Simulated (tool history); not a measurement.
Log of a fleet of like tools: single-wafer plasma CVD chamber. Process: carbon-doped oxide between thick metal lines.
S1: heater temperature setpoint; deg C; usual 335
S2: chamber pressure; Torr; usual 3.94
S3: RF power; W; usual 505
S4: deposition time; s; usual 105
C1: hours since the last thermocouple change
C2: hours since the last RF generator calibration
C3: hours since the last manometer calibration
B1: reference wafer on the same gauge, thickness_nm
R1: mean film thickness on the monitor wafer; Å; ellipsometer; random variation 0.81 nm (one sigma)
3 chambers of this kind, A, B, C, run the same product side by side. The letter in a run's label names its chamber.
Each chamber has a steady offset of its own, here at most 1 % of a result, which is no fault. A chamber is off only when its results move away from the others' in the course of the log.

run   hour   S1    S2   S3   S4      C1      C2      C3      B1      R1
 1A    6.2  335  3.94  505  105     508    1753  2924.3  605.06  5325.3
 2B   11.9  335  3.94  505  105   333.1  1302.7  1278.7  605.12  5410.9
 3C   19.4  335  3.94  505  105  2130.5   271.3   736.8  605.21  5375.5
 4C   24.2  335  3.94  505  105  2135.3   276.1   741.6  605.27  5396.8
 5B   30.2  335  3.94  505  105   351.4    1321    1297  605.73  5405.2
 6A   34.2  335  3.94  505  105     536    1781  2952.3  605.22  5305.4
 7A   38.6  335  3.94  505  105   540.4  1785.4  2956.7  605.38  5329.2
 8B   46.5  335  3.94  505  105   367.7  1337.3  1313.3   605.7  5405.7
 9C   50.7  335  3.94  505  105  2161.8   302.6   768.1  605.71  5379.6
10C   59.3  335  3.94  505  105  2170.4   311.2   776.7  605.67  5390.6
11B   64.1  330  3.94  505   88   385.3  1354.9  1330.9  606.01  4609.1
12A   72.4  330  3.94  505   88   574.2  1819.2  2990.5  606.39  4533.2
13C   77.4  330  3.94  505   88  2188.5   329.3   794.8  606.44  4582.6
14A   82.5  335  3.94  505  105   584.3  1829.3  3000.6  606.65  5323.5
15B   88.4  335  3.94  505  105   409.6  1379.2  1355.2  606.46  5405.7
16C   93.4  335  3.94  505  105  2204.5   345.3   810.8  606.69  5403.2
17A  101.5  335  3.94  505  105   603.3  1848.3  3019.6  606.55  5333.9
18B  109.2  335  3.94  505  105   430.4    1400    1376  606.51  5423.2
19B  116.5  335  3.94  505  105   437.7  1407.3  1383.3  606.64  5409.5
20C  123.3  335  3.94  505   87  2234.4   375.2   840.7  607.05  4480.2
21A  128.4  335  3.94  505   87   630.2  1875.2  3046.5   607.1  4425.5
22B  135.1  335  3.94  505   87   456.3  1425.9  1401.9  607.36    4499
23A  142.7  335  3.94  505  105   644.5  1889.5  3060.8  607.21  5335.7
24C  150.6  335  3.94  505  105  2261.7   402.5     868   607.3  5404.9
25B  155.4  335  3.94  505  105   476.6  1446.2  1422.2  607.49  5427.3
26A  162.8  335  3.94  505  105   664.6  1909.6  3080.9  607.67  5331.2
27C    170  335  3.94  505  105  2281.1   421.9   887.4  607.66    5397
28C  178.7  335  3.94  505  105  2289.8   430.6   896.1  608.09  5406.7
29B  183.8  335  3.94  505  105     505  1474.6  1450.6  608.07  5436.3
30A  191.9  335  3.94  505  105   693.7  1938.7    3110  608.05  5343.4
31A  198.3  335  3.94  505  105   700.1  1945.1  3116.4  608.09  5356.6
     199.8  -- chamber A: RF generator calibrated
32C  206.3  335  3.94  505  105  2317.4   458.2   923.7  608.35  5423.3
33B    212  335  3.94  505  105   533.2  1502.8  1478.8  608.31  5428.9
34B    216  335  3.94  505  105   537.2  1506.8  1482.8  608.45  5438.2
35C  221.9  335  3.94  505  105    2333   473.8   939.3  608.44  5403.9
36A  226.9  335  3.94  505  105   728.7    27.2    3145  608.51    5349

Is one chamber off against the others, does the gauge drift, or is nothing wrong? If a chamber is off, say which, and what the likeliest cause is.

The gauge drifts, so all chambers seem to drift together. No chamber is off.
Cause: gauge reads high (%) = 0.619.
